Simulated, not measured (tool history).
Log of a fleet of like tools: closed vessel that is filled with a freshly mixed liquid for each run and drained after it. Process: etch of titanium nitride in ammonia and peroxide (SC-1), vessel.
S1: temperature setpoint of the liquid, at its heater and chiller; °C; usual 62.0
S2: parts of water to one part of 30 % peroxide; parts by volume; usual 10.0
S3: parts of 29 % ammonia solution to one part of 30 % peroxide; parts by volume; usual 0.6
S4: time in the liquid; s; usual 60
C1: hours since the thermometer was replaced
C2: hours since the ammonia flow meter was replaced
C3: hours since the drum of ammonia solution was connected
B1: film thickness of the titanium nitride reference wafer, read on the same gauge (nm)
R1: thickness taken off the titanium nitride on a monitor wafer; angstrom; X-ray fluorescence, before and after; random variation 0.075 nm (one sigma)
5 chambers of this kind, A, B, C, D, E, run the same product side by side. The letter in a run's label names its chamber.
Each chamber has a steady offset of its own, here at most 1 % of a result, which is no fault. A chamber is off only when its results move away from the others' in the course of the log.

{"run": "1B", "hour": 4.7, "S1": 62.0, "S2": 10.0, "S3": 0.6, "S4": 60, "C1": 876.9, "C2": 1302.5, "C3": 38.7, "B1": 29.998, "R1": 104.55}
{"run": "2D", "hour": 10.6, "S1": 62.0, "S2": 10.0, "S3": 0.6, "S4": 60, "C1": 216.4, "C2": 743.5, "C3": 407.2, "B1": 30.035, "R1": 104.81}
{"run": "3C", "hour": 17.5, "S1": 62.0, "S2": 10.0, "S3": 0.6, "S4": 60, "C1": 1320.2, "C2": 281.0, "C3": 28.9, "B1": 30.011, "R1": 102.88}
{"run": "4E", "hour": 23.2, "S1": 62.0, "S2": 10.0, "S3": 0.6, "S4": 60, "C1": 1290.3, "C2": 583.9, "C3": 387.6, "B1": 30.028, "R1": 104.27}
{"run": "5A", "hour": 27.2, "S1": 62.0, "S2": 10.0, "S3": 0.6, "S4": 60, "C1": 1285.1, "C2": 278.7, "C3": 349.8, "B1": 30.038, "R1": 103.87}
{"run": "6C", "hour": 34.7, "S1": 62.0, "S2": 10.0, "S3": 0.6, "S4": 85, "C1": 1337.4, "C2": 298.2, "C3": 46.1, "B1": 29.982, "R1": 146.68}
{"run": "7D", "hour": 41.3, "S1": 62.0, "S2": 10.0, "S3": 0.6, "S4": 85, "C1": 247.1, "C2": 774.2, "C3": 437.9, "B1": 30.047, "R1": 147.24}
{"run": "8B", "hour": 46.7, "S1": 62.0, "S2": 10.0, "S3": 0.6, "S4": 85, "C1": 918.9, "C2": 1344.5, "C3": 80.7, "B1": 29.969, "R1": 147.66}
{"run": "9A", "hour": 52.3, "S1": 62.0, "S2": 10.0, "S3": 0.6, "S4": 85, "C1": 1310.2, "C2": 303.8, "C3": 374.9, "B1": 30.006, "R1": 146.3}
{"run": "10E", "hour": 58.3, "S1": 62.0, "S2": 10.0, "S3": 0.6, "S4": 85, "C1": 1325.4, "C2": 619.0, "C3": 422.7, "B1": 30.009, "R1": 146.71}
{"run": "11C", "hour": 66.9, "S1": 62.0, "S2": 10.0, "S3": 0.6, "S4": 60, "C1": 1369.6, "C2": 330.4, "C3": 78.3, "B1": 29.967, "R1": 103.99}
{"run": "12A", "hour": 73.5, "S1": 62.0, "S2": 10.0, "S3": 0.6, "S4": 60, "C1": 1331.4, "C2": 325.0, "C3": 396.1, "B1": 29.992, "R1": 103.8}
{"run": "13E", "hour": 79.5, "S1": 62.0, "S2": 12.5, "S3": 0.3, "S4": 60, "C1": 1346.6, "C2": 640.2, "C3": 443.9, "B1": 29.979, "R1": 81.874}
{"run": "14D", "hour": 84.0, "S1": 62.0, "S2": 12.5, "S3": 0.3, "S4": 60, "C1": 289.8, "C2": 816.9, "C3": 480.6, "B1": 30.004, "R1": 80.785}
{"run": "15B", "hour": 91.2, "S1": 62.0, "S2": 12.5, "S3": 0.3, "S4": 60, "C1": 963.4, "C2": 1389.0, "C3": 125.2, "B1": 30.003, "R1": 83.355}
{"run": "16B", "hour": 98.0, "S1": 62.0, "S2": 12.5, "S3": 0.3, "S4": 60, "C1": 970.2, "C2": 1395.8, "C3": 132.0, "B1": 29.989, "R1": 83.357}
{"run": "17A", "hour": 105.4, "S1": 62.0, "S2": 12.5, "S3": 0.3, "S4": 60, "C1": 1363.3, "C2": 356.9, "C3": 428.0, "B1": 30.029, "R1": 80.31}
{"run": "18D", "hour": 109.1, "S1": 62.0, "S2": 10.0, "S3": 0.6, "S4": 60, "C1": 314.9, "C2": 842.0, "C3": 505.7, "B1": 30.021, "R1": 104.82}
{"run": "19E", "hour": 116.9, "S1": 62.0, "S2": 10.0, "S3": 0.6, "S4": 60, "C1": 1384.0, "C2": 677.6, "C3": 481.3, "B1": 30.001, "R1": 104.39}
{"run": "20C", "hour": 124.3, "S1": 62.0, "S2": 10.0, "S3": 0.6, "S4": 60, "C1": 1427.0, "C2": 387.8, "C3": 135.7, "B1": 30.038, "R1": 103.02}
{"run": "21B", "hour": 129.5, "S1": 62.0, "S2": 10.0, "S3": 0.6, "S4": 60, "C1": 1001.7, "C2": 1427.3, "C3": 163.5, "B1": 29.951, "R1": 107.81}
{"run": "22E", "hour": 137.4, "S1": 62.0, "S2": 10.0, "S3": 0.6, "S4": 80, "C1": 1404.5, "C2": 698.1, "C3": 501.8, "B1": 30.002, "R1": 138.71}
{"hour": 139.4, "done": "chamber E: new drum of ammonia solution connected"}
{"run": "23D", "hour": 143.1, "S1": 62.0, "S2": 10.0, "S3": 0.6, "S4": 80, "C1": 348.9, "C2": 876.0, "C3": 539.7, "B1": 30.001, "R1": 138.6}
{"run": "24A", "hour": 148.5, "S1": 62.0, "S2": 10.0, "S3": 0.6, "S4": 80, "C1": 1406.4, "C2": 400.0, "C3": 471.1, "B1": 30.007, "R1": 138.93}
{"run": "25C", "hour": 154.4, "S1": 62.0, "S2": 10.0, "S3": 0.6, "S4": 80, "C1": 1457.1, "C2": 417.9, "C3": 165.8, "B1": 30.016, "R1": 138.85}
{"run": "26A", "hour": 162.8, "S1": 62.0, "S2": 10.0, "S3": 0.6, "S4": 80, "C1": 1420.7, "C2": 414.3, "C3": 485.4, "B1": 29.996, "R1": 137.77}
{"run": "27E", "hour": 170.0, "S1": 62.0, "S2": 10.0, "S3": 0.6, "S4": 60, "C1": 1437.1, "C2": 730.7, "C3": 30.7, "B1": 29.942, "R1": 103.3}
{"run": "28B", "hour": 176.1, "S1": 62.0, "S2": 10.0, "S3": 0.6, "S4": 60, "C1": 1048.3, "C2": 1473.9, "C3": 210.1, "B1": 29.988, "R1": 108.5}
{"run": "29D", "hour": 184.5, "S1": 62.0, "S2": 10.0, "S3": 0.6, "S4": 60, "C1": 390.3, "C2": 917.4, "C3": 581.1, "B1": 30.041, "R1": 103.74}
{"run": "30C", "hour": 192.1, "S1": 62.0, "S2": 10.0, "S3": 0.6, "S4": 60, "C1": 1494.8, "C2": 455.6, "C3": 203.5, "B1": 30.013, "R1": 101.66}
{"run": "31A", "hour": 200.3, "S1": 62.0, "S2": 10.0, "S3": 0.6, "S4": 60, "C1": 1458.2, "C2": 451.8, "C3": 522.9, "B1": 30.007, "R1": 103.56}
{"run": "32B", "hour": 208.7, "S1": 66.5, "S2": 12.5, "S3": 0.6, "S4": 60, "C1": 1080.9, "C2": 1506.5, "C3": 242.7, "B1": 29.995, "R1": 132.54}
{"run": "33D", "hour": 214.1, "S1": 66.5, "S2": 12.5, "S3": 0.6, "S4": 60, "C1": 419.9, "C2": 947.0, "C3": 610.7, "B1": 30.009, "R1": 122.81}
{"run": "34E", "hour": 221.8, "S1": 66.5, "S2": 12.5, "S3": 0.6, "S4": 60, "C1": 1488.9, "C2": 782.5, "C3": 82.5, "B1": 30.006, "R1": 122.69}
{"run": "35C", "hour": 230.1, "S1": 66.5, "S2": 12.5, "S3": 0.6, "S4": 60, "C1": 1532.8, "C2": 493.6, "C3": 241.5, "B1": 30.042, "R1": 123.28}
{"run": "36B", "hour": 234.9, "S1": 66.5, "S2": 12.5, "S3": 0.6, "S4": 60, "C1": 1107.1, "C2": 1532.7, "C3": 268.9, "B1": 29.979, "R1": 132.65}
{"run": "37A", "hour": 240.8, "S1": 62.0, "S2": 10.0, "S3": 0.6, "S4": 60, "C1": 1498.7, "C2": 492.3, "C3": 563.4, "B1": 29.984, "R1": 103.66}

What goes on in this fleet: one chamber off, a drifting gauge, or nothing beyond the chambers' own small offsets? Name the chamber and the cause, if any.

Chamber B drifts away from the others.
Cause: liquid hotter than its thermometer reads (K) = 1.42.

Here are 4 candidates for chamber B's next run, each the usual settings with a change, their results left as question marks. Which one brings its results back in line with what the others give on the usual settings?
In line means no further than this from the other chambers' mean on the usual settings: R1 2.600 angstrom
{"run": "38B-1", "hour": 247.1, "S1": 63.5, "S2": 10.0, "S3": 0.6, "S4": 60, "R1": "?"}
{"run": "38B-2", "hour": 247.1, "S1": 62.0, "S2": 14.5, "S3": 0.6, "S4": 60, "R1": "?"}
{"run": "38B-3", "hour": 247.1, "S1": 65.0, "S2": 10.0, "S3": 0.6, "S4": 60, "R1": "?"}
{"run": "38B-4", "hour": 247.1, "S1": 60.5, "S2": 10.0, "S3": 0.6, "S4": 60, "R1": "?"}

The other chambers' mean on the usual settings: R1 103.800 angstrom
run=38B-1 R1=124.950
run=38B-2 R1=93.153
run=38B-3 R1=137.320
run=38B-4 R1=103.110
38B-4 brings the chamber back in line.

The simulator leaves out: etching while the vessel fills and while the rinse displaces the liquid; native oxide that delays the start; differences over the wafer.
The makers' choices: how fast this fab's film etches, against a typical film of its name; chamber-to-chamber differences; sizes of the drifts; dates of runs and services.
